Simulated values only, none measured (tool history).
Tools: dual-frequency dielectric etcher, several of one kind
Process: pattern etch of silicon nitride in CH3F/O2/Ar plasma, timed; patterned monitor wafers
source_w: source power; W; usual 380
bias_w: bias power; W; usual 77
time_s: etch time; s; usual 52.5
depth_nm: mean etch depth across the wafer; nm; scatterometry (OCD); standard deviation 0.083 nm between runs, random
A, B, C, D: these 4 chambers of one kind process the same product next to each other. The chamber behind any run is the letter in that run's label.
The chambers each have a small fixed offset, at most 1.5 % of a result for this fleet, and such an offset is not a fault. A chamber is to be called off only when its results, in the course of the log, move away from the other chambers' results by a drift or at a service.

| run | day | source_w | bias_w | time_s | hours since the last wet clean | hours since the last source power generator calibration | hours since the last bias power generator calibration | read-back reference wafer on the same gauge, depth_nm | depth_nm |
|---|---|---|---|---|---|---|---|---|---|
| 1C | 0.104 | 380 | 77 | 52.5 | 444.2 | 2370.6 | 2028.0 | 31.994 | 36.553 |
| 2A | 0.283 | 380 | 77 | 52.5 | 88.4 | 2901.3 | 3513.7 | 31.992 | 37.114 |
| 3D | 0.371 | 380 | 77 | 52.5 | 368.2 | 931.3 | 905.9 | 31.998 | 36.957 |
| 4B | 0.471 | 380 | 77 | 52.5 | 127.8 | 663.9 | 3477.7 | 31.998 | 36.695 |
| 5C | 0.604 | 380 | 77 | 52.5 | 456.2 | 2382.6 | 2040.0 | 31.987 | 36.522 |
| 6D | 0.762 | 380 | 77 | 52.5 | 377.6 | 940.7 | 915.3 | 32.001 | 36.941 |
| 7A | 0.867 | 380 | 77 | 52.5 | 102.4 | 2915.3 | 3527.7 | 31.990 | 37.047 |
| 8B | 1.012 | 380 | 77 | 52.5 | 140.8 | 676.9 | 3490.7 | 31.996 | 36.752 |
| 9A | 1.162 | 380 | 77 | 52.5 | 109.5 | 2922.4 | 3534.8 | 32.000 | 37.076 |
| 10C | 1.279 | 380 | 77 | 52.5 | 472.4 | 2398.8 | 2056.2 | 32.011 | 36.467 |
| 11D | 1.358 | 380 | 77 | 52.5 | 391.9 | 955.0 | 929.6 | 32.004 | 36.968 |
| 12B | 1.542 | 380 | 77 | 52.5 | 153.5 | 689.6 | 3503.4 | 31.986 | 36.740 |
| 13D | 1.658 | 470 | 77 | 52.5 | 399.1 | 962.2 | 936.8 | 31.999 | 40.349 |
| 14A | 1.829 | 470 | 77 | 52.5 | 125.5 | 2938.4 | 3550.8 | 32.022 | 40.345 |
| 15C | 1.925 | 470 | 77 | 52.5 | 487.9 | 2414.3 | 2071.7 | 32.002 | 39.662 |
| 16B | 2.021 | 470 | 77 | 52.5 | 165.0 | 701.1 | 3514.9 | 32.003 | 39.717 |
| 17C | 2.204 | 380 | 77 | 52.5 | 494.6 | 2421.0 | 2078.4 | 32.021 | 36.483 |
| 18D | 2.354 | 380 | 77 | 52.5 | 415.8 | 978.9 | 953.5 | 31.988 | 36.865 |
| 19B | 2.475 | 380 | 77 | 52.5 | 175.9 | 712.0 | 3525.8 | 31.993 | 36.624 |
| 20A | 2.554 | 380 | 77 | 52.5 | 142.9 | 2955.8 | 3568.2 | 32.016 | 37.537 |
| 21B | 2.658 | 380 | 77 | 52.5 | 180.3 | 716.4 | 3530.2 | 32.014 | 36.787 |
| 22C | 2.779 | 380 | 77 | 52.5 | 508.4 | 2434.8 | 2092.2 | 31.995 | 36.471 |
| 23D | 2.942 | 380 | 77 | 52.5 | 429.9 | 993.0 | 967.6 | 32.002 | 37.103 |
| 24A | 3.121 | 380 | 77 | 52.5 | 156.5 | 2969.4 | 3581.8 | 32.001 | 37.350 |
| 25A | 3.242 | 430 | 77 | 52.5 | 159.4 | 2972.3 | 3584.7 | 31.993 | 39.166 |
| 26B | 3.346 | 430 | 77 | 52.5 | 196.8 | 732.9 | 3546.7 | 32.005 | 38.576 |

Has any chamber moved away from the others, gradually or after a service, or does the common gauge drift, or do the chambers differ only by their own small steady offsets? State the chamber and the most likely cause if one applies.

One chamber, A, drifts off from the rest bit by bit.
Likeliest cause: etch rate over this chamber's usual, % = 1.38.
It could be hard to tell apart here from: source power that arrives over what is set, %; bias power that arrives over what is set, %.

Here are 4 candidates for chamber A's next run, each the usual settings with a change, their results left as question marks. Which one brings its results back in line with what the others give on the usual settings?
A result is in line if it is within this distance of the other chambers' mean on the usual settings: depth_nm 0.290 nm
| 27A-1 | 3.475 | 370 | 75 | 52.5 |  |  |  |  | ? |
| 27A-2 | 3.475 | 400 | 77 | 52.5 |  |  |  |  | ? |
| 27A-3 | 3.475 | 380 | 77 | 52.0 |  |  |  |  | ? |
| 27A-4 | 3.475 | 390 | 77 | 52.5 |  |  |  |  | ? |

The other chambers' mean on the usual settings: depth_nm 36.745 nm
| run | depth_nm |
|---|---|
| 27A-1 | 36.866 |
| 27A-2 | 38.311 |
| 27A-3 | 37.222 |
| 27A-4 | 37.948 |
27A-1 is the one that brings the chamber's results back in line with the other chambers.
